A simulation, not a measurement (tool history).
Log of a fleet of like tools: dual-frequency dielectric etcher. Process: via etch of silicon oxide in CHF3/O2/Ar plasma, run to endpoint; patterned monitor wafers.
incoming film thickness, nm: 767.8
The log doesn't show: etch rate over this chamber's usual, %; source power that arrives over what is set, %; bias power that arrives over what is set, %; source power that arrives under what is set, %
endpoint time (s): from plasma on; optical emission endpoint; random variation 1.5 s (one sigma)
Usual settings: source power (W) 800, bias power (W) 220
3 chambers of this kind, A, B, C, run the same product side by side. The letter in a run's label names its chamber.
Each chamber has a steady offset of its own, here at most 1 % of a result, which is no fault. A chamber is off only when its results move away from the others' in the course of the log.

| run | hour | source power (W) | bias power (W) | hours since the last wet clean | hours since the last source power generator calibration | hours since the last bias power generator calibration | endpoint time (s) |
|---|---|---|---|---|---|---|---|
| 1A | 4.7 | 800 | 220 | 29 | 208 | 497.8 | 323.34 |
| 2B | 9.9 | 800 | 220 | 634.8 | 3017.1 | 270.3 | 328.87 |
| 3C | 16.2 | 800 | 220 | 341.4 | 4932.9 | 1739.5 | 328.26 |
| 4B | 21.9 | 800 | 220 | 646.8 | 3029.1 | 282.3 | 326.27 |
| 5A | 26.3 | 680 | 246 | 50.6 | 229.6 | 519.4 | 332.13 |
|  | 31.8 | chamber B: wet clean of the chamber |
| 6C | 32.4 | 680 | 246 | 357.6 | 4949.1 | 1755.7 | 334.9 |
| 7A | 37.2 | 680 | 246 | 61.5 | 240.5 | 530.3 | 332.88 |
| 8B | 43.2 | 800 | 220 | 11.5 | 3050.4 | 303.6 | 327.73 |
| 9C | 47.2 | 800 | 220 | 372.4 | 4963.9 | 1770.5 | 326.92 |
| 10C | 53.4 | 610 | 270 | 378.6 | 4970.1 | 1776.7 | 339.3 |
| 11A | 56.4 | 610 | 270 | 80.7 | 259.7 | 549.5 | 335.95 |
| 12B | 62.1 | 610 | 270 | 30.4 | 3069.3 | 322.5 | 338.16 |
| 13B | 68.2 | 800 | 220 | 36.5 | 3075.4 | 328.6 | 324.61 |
| 14C | 74.1 | 800 | 220 | 399.3 | 4990.8 | 1797.4 | 327.46 |
|  | 75.2 | chamber C: wet clean of the chamber |
| 15A | 78.2 | 800 | 220 | 102.5 | 281.5 | 571.3 | 320.83 |
| 16C | 82.2 | 800 | 220 | 7 | 4998.9 | 1805.5 | 319.66 |
| 17A | 87.5 | 800 | 220 | 111.8 | 290.8 | 580.6 | 325.67 |
| 18B | 92.1 | 800 | 271 | 60.4 | 3099.3 | 352.5 | 305.3 |
| 19C | 96.6 | 800 | 271 | 21.4 | 5013.3 | 1819.9 | 295.99 |
| 20A | 101.1 | 800 | 271 | 125.4 | 304.4 | 594.2 | 299.52 |
| 21B | 104.9 | 980 | 168 | 73.2 | 3112.1 | 365.3 | 329.01 |
| 22C | 109.6 | 980 | 168 | 34.4 | 5026.3 | 1832.9 | 321.04 |
| 23A | 116.2 | 980 | 168 | 140.5 | 319.5 | 609.3 | 329.87 |
| 24B | 122.2 | 800 | 220 | 90.5 | 3129.4 | 382.6 | 328.33 |
| 25A | 128.2 | 800 | 220 | 152.5 | 331.5 | 621.3 | 326.07 |
| 26B | 133 | 800 | 220 | 101.3 | 3140.2 | 393.4 | 325.35 |
| 27C | 136.9 | 800 | 220 | 61.7 | 5053.6 | 1860.2 | 316.32 |
| 28C | 140.7 | 800 | 220 | 65.5 | 5057.4 | 1864 | 314.68 |
| 29B | 143.6 | 800 | 220 | 111.9 | 3150.8 | 404 | 326.76 |
| 30A | 146.6 | 800 | 220 | 170.9 | 349.9 | 639.7 | 322.42 |
| 31A | 150.2 | 800 | 220 | 174.5 | 353.5 | 643.3 | 322.36 |

Is one chamber off against the others, does the gauge drift, or is nothing wrong? If a chamber is off, say which, and what the likeliest cause is.

A service left chamber C off against the others.
Cause: etch rate over this chamber's usual, % = 3.19.

Here are 4 candidates for chamber C's next run, each the usual settings with a change, their results left as question marks. Which one brings its results back in line with what the others give on the usual settings?
In line means no further than this from the other chambers' mean on the usual settings: endpoint time (s) 5.4
| 32C-1 | 154.9 | 800 | 256 |  |  |  | ? |
| 32C-2 | 154.9 | 800 | 237 |  |  |  | ? |
| 32C-3 | 154.9 | 740 | 220 |  |  |  | ? |
| 32C-4 | 154.9 | 730 | 204 |  |  |  | ? |

The other chambers' mean on the usual settings: endpoint time (s) 325.52
| run | endpoint time (s) |
|---|---|
| 32C-1 | 301.46 |
| 32C-2 | 309.68 |
| 32C-3 | 327.39 |
| 32C-4 | 337.7 |
32C-3 brings the chamber back in line.
